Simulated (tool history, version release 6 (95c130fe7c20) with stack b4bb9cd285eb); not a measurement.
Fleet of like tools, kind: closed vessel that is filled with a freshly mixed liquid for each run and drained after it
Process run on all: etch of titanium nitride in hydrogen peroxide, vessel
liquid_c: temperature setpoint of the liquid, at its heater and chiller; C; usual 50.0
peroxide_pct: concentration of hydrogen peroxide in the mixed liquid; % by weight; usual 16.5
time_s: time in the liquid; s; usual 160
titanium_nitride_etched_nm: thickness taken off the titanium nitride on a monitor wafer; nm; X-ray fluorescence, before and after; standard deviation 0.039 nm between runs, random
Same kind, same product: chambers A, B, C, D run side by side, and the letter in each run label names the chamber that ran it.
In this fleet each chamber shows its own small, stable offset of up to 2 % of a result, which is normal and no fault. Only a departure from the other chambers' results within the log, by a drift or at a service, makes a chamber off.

run	day	liquid_c	peroxide_pct	time_s	read-back film thickness of the titanium nitride reference wafer, read on the same gauge (nm)	titanium_nitride_etched_nm
1D	0.338	50.0	16.5	160	100.000	4.2011
# day 0.554: chamber C: new drum of peroxide connected
# day 0.567: chamber B: peroxide flow meter replaced
2C	0.633	50.0	16.5	160	100.000	4.1935
3B	0.838	50.0	16.5	160	100.000	4.1940
4A	1.158	50.0	16.5	160	99.979	4.1178
5B	1.458	50.0	16.5	160	99.988	4.1278
6D	1.779	50.0	16.5	160	99.995	4.2093
7A	2.075	50.0	16.5	160	100.010	4.1061
# day 2.138: chamber A: new drum of peroxide connected
8C	2.275	50.0	16.5	160	99.966	4.2534
9C	2.600	50.0	16.5	160	100.000	4.2178
10D	2.888	50.0	16.5	160	100.030	4.1557
11A	3.133	50.0	16.5	160	100.010	4.1736
12B	3.338	50.0	16.5	160	99.990	4.1853
13D	3.500	50.0	16.5	160	100.010	4.1610
14B	3.808	50.0	16.5	160	99.990	4.1390
15A	4.112	50.0	16.5	160	99.997	4.0740
16C	4.421	56.5	21.0	160	99.997	7.4183
17A	4.683	56.5	21.0	160	99.993	6.8139
18C	4.850	56.5	21.0	160	100.010	7.3757
19D	5.021	56.5	21.0	160	100.040	6.7788
20B	5.192	50.0	16.5	160	99.978	4.0835
21C	5.371	50.0	16.5	195	99.993	5.3899
22B	5.521	50.0	16.5	195	99.998	4.9748
# day 5.600: chamber D: new drum of peroxide connected
# day 5.804: chamber A: peroxide flow meter replaced
23A	5.804	50.0	16.5	195	99.992	4.9890
24D	6.050	50.0	16.5	195	100.000	5.1115
25C	6.312	50.0	12.5	160	99.993	4.2527
26D	6.496	50.0	12.5	160	100.010	3.9311
27A	6.821	50.0	12.5	160	100.020	3.9318
28B	7.138	50.0	12.5	160	100.020	3.9162
29B	7.388	50.0	16.5	160	100.010	4.1587
30C	7.654	50.0	16.5	160	100.010	4.5514
31A	7.825	50.0	16.5	160	99.995	4.1659
32D	8.000	50.0	16.5	160	100.020	4.2035
33D	8.275	46.0	16.5	160	100.020	3.1753
34C	8.567	46.0	16.5	160	99.980	3.4759
35A	8.862	46.0	16.5	160	100.000	3.1002
36B	9.108	46.0	16.5	160	99.991	3.0787
37B	9.362	50.0	16.5	160	99.982	4.1557
38A	9.675	50.0	12.0	195	100.020	4.6890
39D	9.883	50.0	12.0	195	99.995	4.7224
40C	10.142	50.0	12.0	195	100.000	5.3405
41D	10.317	50.0	12.0	195	99.971	4.7423
42B	10.508	50.0	16.5	160	100.010	4.1836
43C	10.808	50.0	21.0	160	99.982	4.9052
44A	10.992	50.0	21.0	160	100.000	4.3402

Is one chamber out of step, is the gauge drifting, or do the chambers differ by no more than their own small offsets? For an off chamber, give its letter and the likeliest cause.

One chamber, C, drifts off from the rest bit by bit.
Likeliest cause: liquid hotter than its thermometer reads (K) = 1.78.

Here are 4 candidates for chamber C's next run, each the usual settings with a change, their results left as question marks. Which one brings its results back in line with what the others give on the usual settings?
A result is in line if it is within this distance of the other chambers' mean on the usual settings: titanium_nitride_etched_nm 0.1300 nm
45C-1	11.233	49.0	16.5	150		?
45C-2	11.233	50.0	16.5	150		?
45C-3	11.233	51.0	16.5	170		?
45C-4	11.233	51.0	16.5	160		?

What the other chambers average on the usual settings: titanium_nitride_etched_nm 4.1490 nm
run	titanium_nitride_etched_nm
45C-1	4.1669
45C-2	4.4732
45C-3	5.4401
45C-4	5.1201
Change 45C-1 lands the chamber within the allowed miss of the other chambers.
